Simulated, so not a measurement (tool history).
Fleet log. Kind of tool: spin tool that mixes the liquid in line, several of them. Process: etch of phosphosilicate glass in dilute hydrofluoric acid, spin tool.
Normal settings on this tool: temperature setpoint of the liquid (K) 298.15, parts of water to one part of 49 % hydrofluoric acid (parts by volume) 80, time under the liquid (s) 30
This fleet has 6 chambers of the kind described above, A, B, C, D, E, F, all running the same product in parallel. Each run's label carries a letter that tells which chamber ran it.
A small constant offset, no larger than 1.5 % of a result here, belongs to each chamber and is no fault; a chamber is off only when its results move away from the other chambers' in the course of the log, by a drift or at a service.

run,day,temperature setpoint of the liquid (K),parts of water to one part of 49 % hydrofluoric acid (parts by volume),time under the liquid (s),hours since the thermometer was replaced,hours since the hydrofluoric acid flow meter was replaced,"read-back film thickness of the phosphosilicate glass reference wafer, read on the same gauge (nm)",thickness taken off the phosphosilicate glass on a monitor wafer (angstrom)
1A,0.317,298.15,80,30,342.9,422.9,110.02,242.57
2D,0.554,298.15,80,30,139.6,1483.3,109.99,239.90
3B,0.879,298.15,80,30,460.5,1042.2,109.96,238.64
4E,1.296,298.15,80,30,567.1,144.0,110.07,238.50
5F,1.712,298.15,80,30,331.5,604.0,110.00,240.58
# day 2.008: chamber F: hydrofluoric acid flow meter replaced
6C,2.033,293.15,110,30,557.9,727.1,110.00,136.89
7F,2.275,293.15,110,30,345.0,6.5,110.00,136.56
8D,2.583,293.15,110,30,188.3,1532.0,109.97,137.73
9A,2.879,293.15,110,30,404.4,484.4,110.06,138.99
10B,3.288,293.15,110,30,518.3,1100.0,109.95,138.83
11C,3.700,293.15,110,30,597.9,767.1,110.04,136.70
12E,3.900,298.15,80,30,629.6,206.5,110.06,238.25
13C,4.125,298.15,80,30,608.1,777.3,110.00,239.13
14B,4.467,298.15,80,30,546.6,1128.3,109.99,241.09
15D,4.750,298.15,80,30,240.3,1584.0,110.03,236.38
16A,5.058,298.15,80,30,456.7,536.7,110.01,242.12
17E,5.338,298.15,80,30,664.1,241.0,110.07,235.73
18F,5.746,298.15,80,30,428.3,89.8,110.02,238.50
19A,6.112,298.15,80,30,482.0,562.0,109.97,242.70
20E,6.412,298.15,80,30,689.9,266.8,109.99,238.03
21C,6.817,298.15,80,30,672.7,841.9,110.00,239.46
22D,7.129,298.15,80,30,297.4,1641.1,109.98,238.23
23F,7.550,298.15,80,30,471.6,133.1,109.97,238.83
24B,7.825,298.15,80,30,627.2,1208.9,110.00,245.11
25F,8.158,298.15,80,30,486.2,147.7,110.02,238.81
26B,8.483,298.15,80,30,643.0,1224.7,109.99,243.35
27D,8.721,298.15,80,30,335.6,1679.3,109.97,237.36
28A,8.929,301.15,50,30,549.6,629.6,109.97,458.67
29E,9.158,301.15,50,30,755.8,332.7,110.00,442.27
30C,9.371,301.15,50,30,734.0,903.2,109.99,445.43
31B,9.692,301.15,50,30,672.0,1253.7,110.04,456.90
32D,10.117,301.15,50,30,369.1,1712.8,109.95,444.32
33E,10.342,301.15,50,30,784.2,361.1,109.97,443.84
34A,10.583,295.65,80,20,589.3,669.3,110.02,146.13
35C,10.779,295.65,80,20,767.8,937.0,109.95,143.86
36F,11.171,295.65,80,20,558.5,220.0,110.03,145.32
37B,11.521,295.65,80,20,715.9,1297.6,109.98,148.95
38E,11.892,295.65,80,20,821.4,398.3,109.99,143.72

Next, all 6 chambers run the settings below, one line each with question marks for the results. What does each chamber give?
39A,12.217,298.15,80,30,,,,?
39B,12.217,298.15,80,30,,,,?
39C,12.217,298.15,80,30,,,,?
39D,12.217,298.15,80,30,,,,?
39E,12.217,298.15,80,30,,,,?
39F,12.217,298.15,80,30,,,,?

run,thickness taken off the phosphosilicate glass on a monitor wafer (angstrom)
39A,241.37
39B,248.54
39C,238.28
39D,239.23
39E,239.42
39F,239.59

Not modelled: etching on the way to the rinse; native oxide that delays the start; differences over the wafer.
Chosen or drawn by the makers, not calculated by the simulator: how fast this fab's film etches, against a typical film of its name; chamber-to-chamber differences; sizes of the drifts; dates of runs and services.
